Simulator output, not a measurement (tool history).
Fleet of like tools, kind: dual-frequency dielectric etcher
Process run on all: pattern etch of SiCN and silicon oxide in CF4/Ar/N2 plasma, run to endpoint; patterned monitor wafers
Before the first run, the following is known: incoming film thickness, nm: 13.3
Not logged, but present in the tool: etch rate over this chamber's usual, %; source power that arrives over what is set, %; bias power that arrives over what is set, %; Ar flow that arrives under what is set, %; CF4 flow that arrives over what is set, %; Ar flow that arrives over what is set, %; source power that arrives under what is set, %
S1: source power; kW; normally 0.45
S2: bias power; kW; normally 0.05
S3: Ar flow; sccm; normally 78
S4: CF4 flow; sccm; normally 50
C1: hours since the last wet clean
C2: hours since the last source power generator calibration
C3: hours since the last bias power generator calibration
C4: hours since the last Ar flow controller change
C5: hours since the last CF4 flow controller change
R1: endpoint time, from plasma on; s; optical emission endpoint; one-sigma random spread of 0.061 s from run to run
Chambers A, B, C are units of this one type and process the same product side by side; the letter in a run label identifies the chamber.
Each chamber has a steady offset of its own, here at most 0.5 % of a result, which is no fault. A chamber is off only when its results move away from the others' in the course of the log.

| run | hour | S1 | S2 | S3 | S4 | C1 | C2 | C3 | C4 | C5 | R1 |
|---|---|---|---|---|---|---|---|---|---|---|---|
| 1B | 9.2 | 0.45 | 0.05 | 78 | 50 | 78.8 | 1154.4 | 711.1 | 4277.4 | 505.9 | 17.511 |
| 2C | 18.2 | 0.45 | 0.05 | 78 | 50 | 353.8 | 426.1 | 2475.5 | 354.2 | 1260.3 | 17.716 |
| 3A | 25.4 | 0.45 | 0.05 | 78 | 50 | 356.2 | 485.6 | 147.2 | 4223.1 | 1862.1 | 17.455 |
|  | 27.8 | chamber C: wet clean of the chamber |
| 4C | 35.7 | 0.45 | 0.05 | 78 | 50 | 8 | 443.6 | 2493 | 371.7 | 1277.8 | 17.729 |
| 5A | 41.2 | 0.45 | 0.05 | 78 | 50 | 372 | 501.4 | 163 | 4238.9 | 1877.9 | 17.535 |
| 6B | 48.2 | 0.45 | 0.05 | 94 | 50 | 117.8 | 1193.4 | 750.1 | 4316.4 | 544.9 | 18.264 |
| 7A | 56.6 | 0.45 | 0.05 | 94 | 50 | 387.4 | 516.8 | 178.4 | 4254.3 | 1893.3 | 18.069 |
| 8C | 63.9 | 0.45 | 0.05 | 94 | 50 | 36.2 | 471.8 | 2521.2 | 399.9 | 1306 | 18.296 |
| 9B | 70.8 | 0.45 | 0.05 | 78 | 50 | 140.4 | 1216 | 772.7 | 4339 | 567.5 | 17.639 |
| 10B | 81.1 | 0.45 | 0.05 | 78 | 50 | 150.7 | 1226.3 | 783 | 4349.3 | 577.8 | 17.562 |
| 11C | 90.9 | 0.45 | 0.05 | 78 | 50 | 63.2 | 498.8 | 2548.2 | 426.9 | 1333 | 17.813 |
| 12A | 97.5 | 0.45 | 0.05 | 78 | 50 | 428.3 | 557.7 | 219.3 | 4295.2 | 1934.2 | 17.449 |
| 13A | 107.6 | 0.45 | 0.05 | 78 | 50 | 438.4 | 567.8 | 229.4 | 4305.3 | 1944.3 | 17.5 |
| 14C | 112.3 | 0.45 | 0.05 | 78 | 50 | 84.6 | 520.2 | 2569.6 | 448.3 | 1354.4 | 17.914 |
| 15B | 120.4 | 0.35 | 0.05 | 78 | 38 | 190 | 1265.6 | 822.3 | 4388.6 | 617.1 | 22.959 |
| 16A | 129.5 | 0.35 | 0.05 | 78 | 38 | 460.3 | 589.7 | 251.3 | 4327.2 | 1966.2 | 22.911 |
| 17C | 136.1 | 0.35 | 0.05 | 78 | 38 | 108.4 | 544 | 2593.4 | 472.1 | 1378.2 | 23.657 |
| 18B | 145.5 | 0.45 | 0.05 | 78 | 50 | 215.1 | 1290.7 | 847.4 | 4413.7 | 642.2 | 17.649 |
| 19B | 150.1 | 0.45 | 0.05 | 78 | 62 | 219.7 | 1295.3 | 852 | 4418.3 | 646.8 | 17.054 |
| 20C | 157.8 | 0.45 | 0.05 | 78 | 62 | 130.1 | 565.7 | 2615.1 | 493.8 | 1399.9 | 17.428 |
| 21A | 167.3 | 0.45 | 0.05 | 78 | 62 | 498.1 | 627.5 | 289.1 | 4365 | 2004 | 16.942 |
| 22A | 174.6 | 0.45 | 0.05 | 78 | 50 | 505.4 | 634.8 | 296.4 | 4372.3 | 2011.3 | 17.555 |
| 23B | 180.5 | 0.45 | 0.05 | 78 | 50 | 250.1 | 1325.7 | 882.4 | 4448.7 | 677.2 | 17.534 |

Next, all 3 chambers run the settings below, one line each with question marks for the results. What does each chamber give?
| 24A | 187.9 | 0.45 | 0.042 | 78 | 50 |  |  |  |  |  | ? |
| 24B | 187.9 | 0.45 | 0.042 | 78 | 50 |  |  |  |  |  | ? |
| 24C | 187.9 | 0.45 | 0.042 | 78 | 50 |  |  |  |  |  | ? |

| run | R1 |
|---|---|
| 24A | 18.459 |
| 24B | 18.601 |
| 24C | 19.222 |
